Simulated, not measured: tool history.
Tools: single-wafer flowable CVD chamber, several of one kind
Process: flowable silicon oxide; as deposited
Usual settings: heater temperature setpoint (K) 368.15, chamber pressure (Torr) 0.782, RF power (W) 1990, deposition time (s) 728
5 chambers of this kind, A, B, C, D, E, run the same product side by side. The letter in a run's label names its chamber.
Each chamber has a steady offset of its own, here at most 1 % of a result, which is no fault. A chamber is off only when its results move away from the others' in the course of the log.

run	hour	heater temperature setpoint (K)	chamber pressure (Torr)	RF power (W)	deposition time (s)	hours since the last thermocouple change	hours since the last RF generator calibration	hours since the last manometer calibration	read-back reference wafer on the same gauge, thickness_nm	mean film thickness on the monitor wafer (angstrom)
1A	4.2	368.15	0.782	1990	728	738.4	1109.0	1914.9	531.35	5085.1
2C	7.8	368.15	0.782	1990	728	2018.3	797.3	1069.0	531.07	5025.2
3D	11.6	368.15	0.782	1990	728	903.8	985.9	220.5	531.96	5051.2
4B	14.7	368.15	0.782	1990	728	1962.4	924.2	67.0	530.88	5094.5
5E	18.6	368.15	0.782	1990	728	603.7	2007.0	197.6	530.60	5056.3
6C	22.9	368.15	0.782	1990	728	2033.4	812.4	1084.1	532.05	4986.4
7B	30.1	368.15	0.782	1990	728	1977.8	939.6	82.4	530.78	5078.6
8A	34.0	368.15	0.782	1990	728	768.2	1138.8	1944.7	530.76	5038.3
9E	37.6	368.15	0.782	1990	728	622.7	2026.0	216.6	531.14	5062.8
10D	44.5	368.15	0.782	1990	728	936.7	1018.8	253.4	530.54	4989.7
11E	48.8	368.15	0.782	1625	611	633.9	2037.2	227.8	530.90	4005.4
12D	52.5	368.15	0.782	1625	611	944.7	1026.8	261.4	531.36	4027.7
13B	58.5	368.15	0.782	1625	611	2006.2	968.0	110.8	531.01	4019.2
14A	63.8	368.15	0.782	1625	611	798.0	1168.6	1974.5	531.01	3978.8
15C	67.7	368.15	0.782	1625	611	2078.2	857.2	1128.9	530.58	3962.9
16E	74.5	357.15	0.782	1990	788	659.6	2062.9	253.5	531.00	7703.9
# hour 76.4: chamber D: thermocouple changed; heater temperature recalibrated
17D	79.7	357.15	0.782	1990	788	3.4	1054.0	288.6	530.94	7588.7
18B	85.6	357.15	0.782	1990	788	2033.3	995.1	137.9	531.22	7749.0
19C	90.1	357.15	0.782	1990	788	2100.6	879.6	1151.3	530.72	7689.2
20A	94.0	357.15	0.782	1990	788	828.2	1198.8	2004.7	530.96	7530.1
21C	97.4	368.15	0.782	1990	728	2107.9	886.9	1158.6	530.85	4999.5
22A	102.1	368.15	0.782	1990	728	836.3	1206.9	2012.8	530.53	4846.3
23D	107.3	368.15	0.782	1990	728	31.0	1081.6	316.2	530.87	5006.7
24E	111.3	368.15	0.782	1990	728	696.4	2099.7	290.3	530.56	5030.8
25B	115.6	368.15	0.782	1990	728	2063.3	1025.1	167.9	531.30	5081.7
26E	122.8	368.15	0.782	1990	728	707.9	2111.2	301.8	531.03	5063.4
27A	127.8	377.15	0.948	1990	728	862.0	1232.6	2038.5	530.88	4593.6
28D	133.9	377.15	0.948	1990	728	57.6	1108.2	342.8	531.20	4724.5
29C	138.2	377.15	0.948	1990	728	2148.7	927.7	1199.4	531.19	4714.7
30B	141.6	377.15	0.948	1990	728	2089.3	1051.1	193.9	531.77	4766.8

What goes on in this fleet: one chamber off, a drifting gauge, or nothing beyond the chambers' own small offsets? Name the chamber and the cause, if any.

Chamber A drifts away from the others.
Cause: wafer temperature above the value expected at the setpoint (K) = 2.05.
The log may not tell that from: true pressure below the setpoint (%).

Here are 4 candidates for chamber A's next run, each the usual settings with a change, their results left as question marks. Which one brings its results back in line with what the others give on the usual settings?
In line means no further than this from the other chambers' mean on the usual settings: mean film thickness on the monitor wafer (angstrom) 89.0
31A-1	146.8	368.15	0.791	1990	732					?
31A-2	146.8	369.15	0.773	1990	724					?
31A-3	146.8	368.15	0.782	1780	728					?
31A-4	146.8	367.15	0.792	1990	728					?

The other chambers' mean on the usual settings: mean film thickness on the monitor wafer (angstrom) 5031.9
run	mean film thickness on the monitor wafer (angstrom)
31A-1	4885.9
31A-2	4536.3
31A-3	4662.7
31A-4	5027.7
31A-4 brings the chamber back in line.
